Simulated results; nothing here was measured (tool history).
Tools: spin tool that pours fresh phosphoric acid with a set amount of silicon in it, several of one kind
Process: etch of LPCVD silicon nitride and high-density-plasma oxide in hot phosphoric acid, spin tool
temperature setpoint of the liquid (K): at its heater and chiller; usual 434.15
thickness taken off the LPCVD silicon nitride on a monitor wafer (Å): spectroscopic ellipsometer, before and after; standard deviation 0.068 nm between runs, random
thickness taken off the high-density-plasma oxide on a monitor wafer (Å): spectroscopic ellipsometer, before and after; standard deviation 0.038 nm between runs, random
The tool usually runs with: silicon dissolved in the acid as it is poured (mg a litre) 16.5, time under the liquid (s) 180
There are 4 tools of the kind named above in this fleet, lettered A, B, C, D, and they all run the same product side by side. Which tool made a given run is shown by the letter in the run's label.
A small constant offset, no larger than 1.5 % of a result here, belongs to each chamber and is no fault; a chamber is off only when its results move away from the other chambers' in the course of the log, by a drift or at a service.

| run | day | temperature setpoint of the liquid (K) | silicon dissolved in the acid as it is poured (mg a litre) | time under the liquid (s) | hours since the thermometer was replaced | hours since the dissolved silicon flow meter was replaced | hours since the heated supply line was repaired | read-back film thickness of the LPCVD silicon nitride reference wafer, read on the same gauge (nm) | read-back film thickness of the high-density-plasma oxide reference wafer, read on the same gauge (nm) | thickness taken off the LPCVD silicon nitride on a monitor wafer (Å) | thickness taken off the high-density-plasma oxide on a monitor wafer (Å) |
|---|---|---|---|---|---|---|---|---|---|---|---|
| 1C | 0.104 | 434.15 | 16.5 | 180 | 258.4 | 386.4 | 434.9 | 149.97 | 40.004 | 164.02 | 9.4938 |
| 2A | 0.283 | 434.15 | 16.5 | 180 | 1866.6 | 1909.6 | 457.2 | 150.03 | 40.033 | 165.07 | 8.4567 |
| 3D | 0.471 | 434.15 | 16.5 | 180 | 686.2 | 629.1 | 1011.8 | 149.97 | 39.982 | 164.82 | 8.7007 |
| 4B | 0.579 | 434.15 | 16.5 | 180 | 1157.7 | 337.1 | 2265.8 | 149.98 | 39.988 | 166.37 | 9.1581 |
| 5C | 0.742 | 434.15 | 16.5 | 180 | 273.7 | 401.7 | 450.2 | 150.01 | 40.035 | 164.34 | 8.6368 |
| 6D | 0.925 | 432.15 | 9 | 180 | 697.1 | 640 | 1022.7 | 150.01 | 39.975 | 154.85 | 8.4985 |
| 7B | 1.133 | 432.15 | 9 | 180 | 1171 | 350.4 | 2279.1 | 150 | 40.011 | 153.77 | 8.7374 |
| 8A | 1.354 | 432.15 | 9 | 180 | 1892.3 | 1935.3 | 482.9 | 150.01 | 40.014 | 155.33 | 8.9462 |
| 9B | 1.458 | 432.15 | 9 | 180 | 1178.8 | 358.2 | 2286.9 | 150 | 39.984 | 154.71 | 9.4643 |
| 10D | 1.675 | 434.15 | 16.5 | 180 | 715.1 | 658 | 1040.7 | 149.99 | 40.022 | 164.46 | 8.2366 |
| 11A | 1.9 | 434.15 | 10.5 | 235 | 1905.4 | 1948.4 | 496 | 150.01 | 39.971 | 215.3 | 12.735 |
| 12C | 2.088 | 434.15 | 10.5 | 235 | 306 | 434 | 482.5 | 149.97 | 40.002 | 214.99 | 13.844 |
| 13C | 2.283 | 434.15 | 10.5 | 235 | 310.7 | 438.7 | 487.2 | 150.02 | 40.013 | 214.69 | 12.779 |
| 14B | 2.417 | 434.15 | 10.5 | 235 | 1201.8 | 381.2 | 2309.9 | 150.04 | 40.003 | 215.56 | 13.143 |
| 15D | 2.529 | 434.15 | 16.5 | 180 | 735.6 | 678.5 | 1061.2 | 149.98 | 40.003 | 165.34 | 8.677 |
| 16A | 2.725 | 434.15 | 16.5 | 180 | 1925.2 | 1968.2 | 515.8 | 149.97 | 40.005 | 165.64 | 9.0558 |
| 17C | 2.892 | 431.65 | 11.5 | 180 | 325.3 | 453.3 | 501.8 | 150.02 | 39.99 | 150.81 | 8.3034 |
| 18B | 3.021 | 431.65 | 11.5 | 180 | 1216.3 | 395.7 | 2324.4 | 150 | 39.971 | 151.52 | 8.5493 |
| 19D | 3.196 | 431.65 | 11.5 | 180 | 751.6 | 694.5 | 1077.2 | 149.99 | 40.019 | 152.4 | 8.1893 |
| 20A | 3.329 | 431.65 | 11.5 | 180 | 1939.7 | 1982.7 | 530.3 | 150.03 | 40.007 | 151.14 | 8.6358 |
| 21D | 3.483 | 434.15 | 22.5 | 180 | 758.5 | 701.4 | 1084.1 | 149.97 | 39.989 | 164.68 | 7.7652 |
| 22C | 3.704 | 434.15 | 22.5 | 180 | 344.8 | 472.8 | 521.3 | 150 | 39.962 | 163.59 | 7.0668 |
| 23B | 3.862 | 434.15 | 22.5 | 180 | 1236.5 | 415.9 | 2344.6 | 150.01 | 39.985 | 164.86 | 6.9961 |
| 24A | 4.054 | 434.15 | 22.5 | 180 | 1957.1 | 2000.1 | 547.7 | 150.03 | 40.003 | 166.15 | 7.5165 |
| 25C | 4.179 | 434.15 | 16.5 | 180 | 356.2 | 484.2 | 532.7 | 149.99 | 40.045 | 163.57 | 8.9351 |
| 26D | 4.4 | 434.15 | 16.5 | 180 | 780.5 | 723.4 | 1106.1 | 149.96 | 40.027 | 164.72 | 8.8567 |
| 27B | 4.562 | 434.15 | 16.5 | 180 | 1253.3 | 432.7 | 2361.4 | 150 | 39.998 | 164.27 | 8.0619 |

Predict what each chamber gives when all 4 of them run the settings below next.
| 28A | 4.733 | 434.15 | 16.5 | 180 |  |  |  |  |  | ? | ? |
| 28B | 4.733 | 434.15 | 16.5 | 180 |  |  |  |  |  | ? | ? |
| 28C | 4.733 | 434.15 | 16.5 | 180 |  |  |  |  |  | ? | ? |
| 28D | 4.733 | 434.15 | 16.5 | 180 |  |  |  |  |  | ? | ? |

| run | thickness taken off the LPCVD silicon nitride on a monitor wafer (Å) | thickness taken off the high-density-plasma oxide on a monitor wafer (Å) |
|---|---|---|
| 28A | 165.52 | 8.6869 |
| 28B | 165.08 | 8.7177 |
| 28C | 164.3 | 8.6843 |
| 28D | 163.93 | 8.4528 |
